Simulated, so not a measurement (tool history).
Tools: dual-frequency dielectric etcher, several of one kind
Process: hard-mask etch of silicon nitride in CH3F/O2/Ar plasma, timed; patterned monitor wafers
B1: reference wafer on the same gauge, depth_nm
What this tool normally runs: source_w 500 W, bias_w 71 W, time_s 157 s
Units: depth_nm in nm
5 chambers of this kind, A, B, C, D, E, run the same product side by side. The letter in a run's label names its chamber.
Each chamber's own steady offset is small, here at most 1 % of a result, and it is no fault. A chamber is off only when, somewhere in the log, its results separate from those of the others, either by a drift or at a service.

{"run": "1D", "hour": 6.7, "source_w": 500, "bias_w": 71, "time_s": 157, "B1": 95.981, "depth_nm": 119.55}
{"run": "2E", "hour": 10.4, "source_w": 500, "bias_w": 71, "time_s": 157, "B1": 96.039, "depth_nm": 118.82}
{"run": "3A", "hour": 16.4, "source_w": 500, "bias_w": 71, "time_s": 157, "B1": 96.046, "depth_nm": 119.04}
{"run": "4B", "hour": 21.6, "source_w": 500, "bias_w": 71, "time_s": 157, "B1": 96.007, "depth_nm": 118.5}
{"run": "5C", "hour": 28.3, "source_w": 500, "bias_w": 71, "time_s": 157, "B1": 96.045, "depth_nm": 118.16}
{"run": "6E", "hour": 31.6, "source_w": 500, "bias_w": 71, "time_s": 157, "B1": 95.988, "depth_nm": 119.37}
{"run": "7C", "hour": 34.7, "source_w": 500, "bias_w": 71, "time_s": 157, "B1": 96.022, "depth_nm": 117.87}
{"run": "8A", "hour": 38.0, "source_w": 500, "bias_w": 71, "time_s": 157, "B1": 96.064, "depth_nm": 119.12}
{"run": "9D", "hour": 42.2, "source_w": 500, "bias_w": 71, "time_s": 157, "B1": 95.844, "depth_nm": 119.07}
{"run": "10B", "hour": 47.9, "source_w": 500, "bias_w": 71, "time_s": 157, "B1": 95.991, "depth_nm": 118.97}
{"run": "11B", "hour": 53.0, "source_w": 500, "bias_w": 71, "time_s": 157, "B1": 95.924, "depth_nm": 118.36}
{"hour": 54.7, "done": "chamber C: wet clean of the chamber"}
{"run": "12E", "hour": 59.6, "source_w": 500, "bias_w": 71, "time_s": 157, "B1": 95.954, "depth_nm": 119.53}
{"run": "13A", "hour": 64.2, "source_w": 500, "bias_w": 71, "time_s": 157, "B1": 96.034, "depth_nm": 119.13}
{"run": "14C", "hour": 67.3, "source_w": 500, "bias_w": 71, "time_s": 157, "B1": 95.946, "depth_nm": 118.87}
{"hour": 68.2, "done": "chamber D: wet clean of the chamber"}
{"run": "15D", "hour": 71.3, "source_w": 500, "bias_w": 71, "time_s": 157, "B1": 96.016, "depth_nm": 118.54}
{"run": "16C", "hour": 77.8, "source_w": 500, "bias_w": 71, "time_s": 157, "B1": 96, "depth_nm": 117.8}
{"run": "17D", "hour": 81.9, "source_w": 500, "bias_w": 71, "time_s": 157, "B1": 95.93, "depth_nm": 118.4}
{"run": "18E", "hour": 88.3, "source_w": 500, "bias_w": 71, "time_s": 157, "B1": 96.026, "depth_nm": 120.39}
{"run": "19A", "hour": 94.2, "source_w": 500, "bias_w": 71, "time_s": 157, "B1": 96.082, "depth_nm": 119.07}
{"run": "20B", "hour": 98.3, "source_w": 500, "bias_w": 71, "time_s": 157, "B1": 96.016, "depth_nm": 118.71}
{"run": "21E", "hour": 102.8, "source_w": 500, "bias_w": 71, "time_s": 157, "B1": 96.024, "depth_nm": 120.52}
{"run": "22D", "hour": 109.1, "source_w": 610, "bias_w": 83, "time_s": 157, "B1": 96.037, "depth_nm": 135.65}
{"run": "23B", "hour": 115.3, "source_w": 610, "bias_w": 83, "time_s": 157, "B1": 96.06, "depth_nm": 135.32}
{"run": "24C", "hour": 118.9, "source_w": 610, "bias_w": 83, "time_s": 157, "B1": 96.063, "depth_nm": 134.14}
{"run": "25A", "hour": 123.7, "source_w": 610, "bias_w": 83, "time_s": 157, "B1": 96.011, "depth_nm": 134.28}
{"run": "26A", "hour": 127.3, "source_w": 610, "bias_w": 83, "time_s": 157, "B1": 96.052, "depth_nm": 135.08}
{"run": "27D", "hour": 130.6, "source_w": 500, "bias_w": 71, "time_s": 157, "B1": 96.066, "depth_nm": 119}
{"hour": 133.1, "done": "chamber B: wet clean of the chamber"}
{"run": "28B", "hour": 135.1, "source_w": 500, "bias_w": 71, "time_s": 157, "B1": 96.051, "depth_nm": 119.89}
{"run": "29E", "hour": 138.4, "source_w": 500, "bias_w": 71, "time_s": 126, "B1": 96.127, "depth_nm": 98.015}
{"run": "30C", "hour": 143.0, "source_w": 500, "bias_w": 71, "time_s": 126, "B1": 96.043, "depth_nm": 94.708}
{"run": "31B", "hour": 146.3, "source_w": 500, "bias_w": 71, "time_s": 126, "B1": 95.985, "depth_nm": 95.721}
{"run": "32A", "hour": 150.5, "source_w": 500, "bias_w": 71, "time_s": 126, "B1": 95.976, "depth_nm": 95.679}
{"run": "33C", "hour": 153.9, "source_w": 500, "bias_w": 71, "time_s": 126, "B1": 96.031, "depth_nm": 94.85}
{"run": "34E", "hour": 160.4, "source_w": 500, "bias_w": 71, "time_s": 157, "B1": 95.942, "depth_nm": 122.59}
{"hour": 164.5, "done": "chamber C: source power generator calibrated"}
{"run": "35D", "hour": 165.6, "source_w": 500, "bias_w": 71, "time_s": 157, "B1": 96.051, "depth_nm": 118.8}
{"run": "36B", "hour": 168.9, "source_w": 500, "bias_w": 71, "time_s": 157, "B1": 96.021, "depth_nm": 119.9}
{"run": "37E", "hour": 173.8, "source_w": 500, "bias_w": 71, "time_s": 157, "B1": 95.957, "depth_nm": 123.29}
{"run": "38A", "hour": 179.5, "source_w": 500, "bias_w": 71, "time_s": 157, "B1": 96.019, "depth_nm": 120.05}
{"run": "39C", "hour": 182.6, "source_w": 500, "bias_w": 71, "time_s": 157, "B1": 96.009, "depth_nm": 118.21}

Next, all 5 chambers run the settings below, one line each with question marks for the results. What does each chamber give?
{"run": "40A", "hour": 187.6, "source_w": 500, "bias_w": 71, "time_s": 157, "depth_nm": "?"}
{"run": "40B", "hour": 187.6, "source_w": 500, "bias_w": 71, "time_s": 157, "depth_nm": "?"}
{"run": "40C", "hour": 187.6, "source_w": 500, "bias_w": 71, "time_s": 157, "depth_nm": "?"}
{"run": "40D", "hour": 187.6, "source_w": 500, "bias_w": 71, "time_s": 157, "depth_nm": "?"}
{"run": "40E", "hour": 187.6, "source_w": 500, "bias_w": 71, "time_s": 157, "depth_nm": "?"}

run=40A depth_nm=119.49
run=40B depth_nm=118.67
run=40C depth_nm=119.34
run=40D depth_nm=119.06
run=40E depth_nm=123.36

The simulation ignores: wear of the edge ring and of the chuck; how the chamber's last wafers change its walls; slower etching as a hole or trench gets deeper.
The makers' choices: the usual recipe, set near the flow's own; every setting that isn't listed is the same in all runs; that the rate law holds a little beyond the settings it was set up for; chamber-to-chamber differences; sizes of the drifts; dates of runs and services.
